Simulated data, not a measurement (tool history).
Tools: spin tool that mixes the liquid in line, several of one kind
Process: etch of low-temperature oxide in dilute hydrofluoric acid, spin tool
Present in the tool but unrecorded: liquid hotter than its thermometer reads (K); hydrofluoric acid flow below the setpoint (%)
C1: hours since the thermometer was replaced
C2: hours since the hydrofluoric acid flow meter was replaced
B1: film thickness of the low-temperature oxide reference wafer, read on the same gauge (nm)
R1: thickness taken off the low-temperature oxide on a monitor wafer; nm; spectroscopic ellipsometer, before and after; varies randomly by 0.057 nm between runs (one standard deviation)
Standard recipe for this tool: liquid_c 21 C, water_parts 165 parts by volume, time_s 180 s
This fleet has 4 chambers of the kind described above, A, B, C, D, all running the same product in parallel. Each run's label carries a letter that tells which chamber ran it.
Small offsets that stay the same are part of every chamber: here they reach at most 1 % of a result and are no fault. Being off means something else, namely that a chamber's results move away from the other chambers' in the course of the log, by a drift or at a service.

{"run": "1A", "hour": 3.4, "liquid_c": 21, "water_parts": 165, "time_s": 180, "C1": 906.6, "C2": 76.7, "B1": 40.002, "R1": 9.7025}
{"run": "2B", "hour": 6.4, "liquid_c": 21, "water_parts": 165, "time_s": 180, "C1": 296.6, "C2": 513.9, "B1": 39.999, "R1": 9.6273}
{"run": "3C", "hour": 11.0, "liquid_c": 21, "water_parts": 165, "time_s": 180, "C1": 542.8, "C2": 151.7, "B1": 40.011, "R1": 9.7945}
{"run": "4D", "hour": 13.6, "liquid_c": 21, "water_parts": 165, "time_s": 180, "C1": 1323.3, "C2": 1124.5, "B1": 40.003, "R1": 9.4524}
{"run": "5D", "hour": 19.4, "liquid_c": 21, "water_parts": 165, "time_s": 180, "C1": 1329.1, "C2": 1130.3, "B1": 40.057, "R1": 9.5517}
{"run": "6C", "hour": 23.0, "liquid_c": 21, "water_parts": 165, "time_s": 180, "C1": 554.8, "C2": 163.7, "B1": 40.036, "R1": 9.7056}
{"run": "7A", "hour": 26.0, "liquid_c": 21, "water_parts": 165, "time_s": 180, "C1": 929.2, "C2": 99.3, "B1": 40.007, "R1": 9.6134}
{"run": "8B", "hour": 28.6, "liquid_c": 21, "water_parts": 165, "time_s": 180, "C1": 318.8, "C2": 536.1, "B1": 40.031, "R1": 9.6536}
{"run": "9A", "hour": 32.4, "liquid_c": 21, "water_parts": 135, "time_s": 180, "C1": 935.6, "C2": 105.7, "B1": 40.005, "R1": 12.219}
{"run": "10D", "hour": 36.3, "liquid_c": 21, "water_parts": 135, "time_s": 180, "C1": 1346, "C2": 1147.2, "B1": 40.003, "R1": 11.971}
{"run": "11B", "hour": 40.3, "liquid_c": 21, "water_parts": 135, "time_s": 180, "C1": 330.5, "C2": 547.8, "B1": 39.975, "R1": 12.186}
{"run": "12C", "hour": 43.6, "liquid_c": 21, "water_parts": 135, "time_s": 180, "C1": 575.4, "C2": 184.3, "B1": 40.023, "R1": 12.385}
{"run": "13C", "hour": 47.0, "liquid_c": 21, "water_parts": 165, "time_s": 180, "C1": 578.8, "C2": 187.7, "B1": 39.985, "R1": 9.7261}
{"run": "14B", "hour": 52.2, "liquid_c": 21, "water_parts": 165, "time_s": 180, "C1": 342.4, "C2": 559.7, "B1": 40.029, "R1": 9.7087}
{"run": "15A", "hour": 55.0, "liquid_c": 21, "water_parts": 165, "time_s": 180, "C1": 958.2, "C2": 128.3, "B1": 39.986, "R1": 9.7297}
{"run": "16D", "hour": 60.0, "liquid_c": 21, "water_parts": 190, "time_s": 180, "C1": 1369.7, "C2": 1170.9, "B1": 40.03, "R1": 7.8709}
{"run": "17D", "hour": 64.5, "liquid_c": 21, "water_parts": 190, "time_s": 180, "C1": 1374.2, "C2": 1175.4, "B1": 40.01, "R1": 7.8358}
{"run": "18C", "hour": 69.1, "liquid_c": 21, "water_parts": 190, "time_s": 180, "C1": 600.9, "C2": 209.8, "B1": 40.01, "R1": 8.131}
{"run": "19A", "hour": 72.7, "liquid_c": 21, "water_parts": 190, "time_s": 180, "C1": 975.9, "C2": 146, "B1": 39.997, "R1": 8.1659}
{"run": "20B", "hour": 78.4, "liquid_c": 25, "water_parts": 165, "time_s": 180, "C1": 368.6, "C2": 585.9, "B1": 39.977, "R1": 11.201}
{"run": "21A", "hour": 84.1, "liquid_c": 25, "water_parts": 165, "time_s": 180, "C1": 987.3, "C2": 157.4, "B1": 39.986, "R1": 11.241}
{"run": "22C", "hour": 87.0, "liquid_c": 25, "water_parts": 165, "time_s": 180, "C1": 618.8, "C2": 227.7, "B1": 39.996, "R1": 11.14}
{"run": "23D", "hour": 90.8, "liquid_c": 25, "water_parts": 165, "time_s": 180, "C1": 1400.5, "C2": 1201.7, "B1": 40.022, "R1": 10.561}
{"run": "24B", "hour": 94.7, "liquid_c": 21, "water_parts": 165, "time_s": 180, "C1": 384.9, "C2": 602.2, "B1": 40.037, "R1": 9.5486}
{"run": "25A", "hour": 97.5, "liquid_c": 21, "water_parts": 165, "time_s": 180, "C1": 1000.7, "C2": 170.8, "B1": 39.97, "R1": 9.5644}
{"run": "26B", "hour": 102.7, "liquid_c": 21, "water_parts": 165, "time_s": 180, "C1": 392.9, "C2": 610.2, "B1": 40.003, "R1": 9.6274}
{"run": "27D", "hour": 107.7, "liquid_c": 21, "water_parts": 165, "time_s": 180, "C1": 1417.4, "C2": 1218.6, "B1": 40.004, "R1": 9.0413}
{"run": "28C", "hour": 112.4, "liquid_c": 21, "water_parts": 165, "time_s": 180, "C1": 644.2, "C2": 253.1, "B1": 40.002, "R1": 9.7516}
{"run": "29C", "hour": 116.5, "liquid_c": 21, "water_parts": 165, "time_s": 180, "C1": 648.3, "C2": 257.2, "B1": 39.987, "R1": 9.7159}
{"run": "30A", "hour": 120.3, "liquid_c": 21, "water_parts": 165, "time_s": 180, "C1": 1023.5, "C2": 193.6, "B1": 40.01, "R1": 9.6848}

Has any chamber moved away from the others, gradually or after a service, or does the common gauge drift, or do the chambers differ only by their own small steady offsets? State the chamber and the most likely cause if one applies.

Chamber D drifts away from the others.
Likeliest cause: hydrofluoric acid flow below the setpoint (%) = 5.3.
The log may not tell that from: liquid colder than its thermometer reads (K).

Which of the 4 candidates below, each the usual settings with something changed and its results left as question marks, puts chamber D back in line with what the other chambers give on the usual settings?
In line means no further than this from the other chambers' mean on the usual settings: R1 0.2 nm
{"run": "31D-1", "hour": 124.5, "liquid_c": 25.5, "water_parts": 165, "time_s": 180, "R1": "?"}
{"run": "31D-2", "hour": 124.5, "liquid_c": 21, "water_parts": 175, "time_s": 165, "R1": "?"}
{"run": "31D-3", "hour": 124.5, "liquid_c": 23, "water_parts": 165, "time_s": 180, "R1": "?"}
{"run": "31D-4", "hour": 124.5, "liquid_c": 21, "water_parts": 175, "time_s": 180, "R1": "?"}

The mean the other chambers reach with the usual settings: R1 9.6498 nm
run=31D-1 R1=10.559
run=31D-2 R1=7.6124
run=31D-3 R1=9.6179
run=31D-4 R1=8.3045
It is 31D-3 that realigns the chamber with its peers.
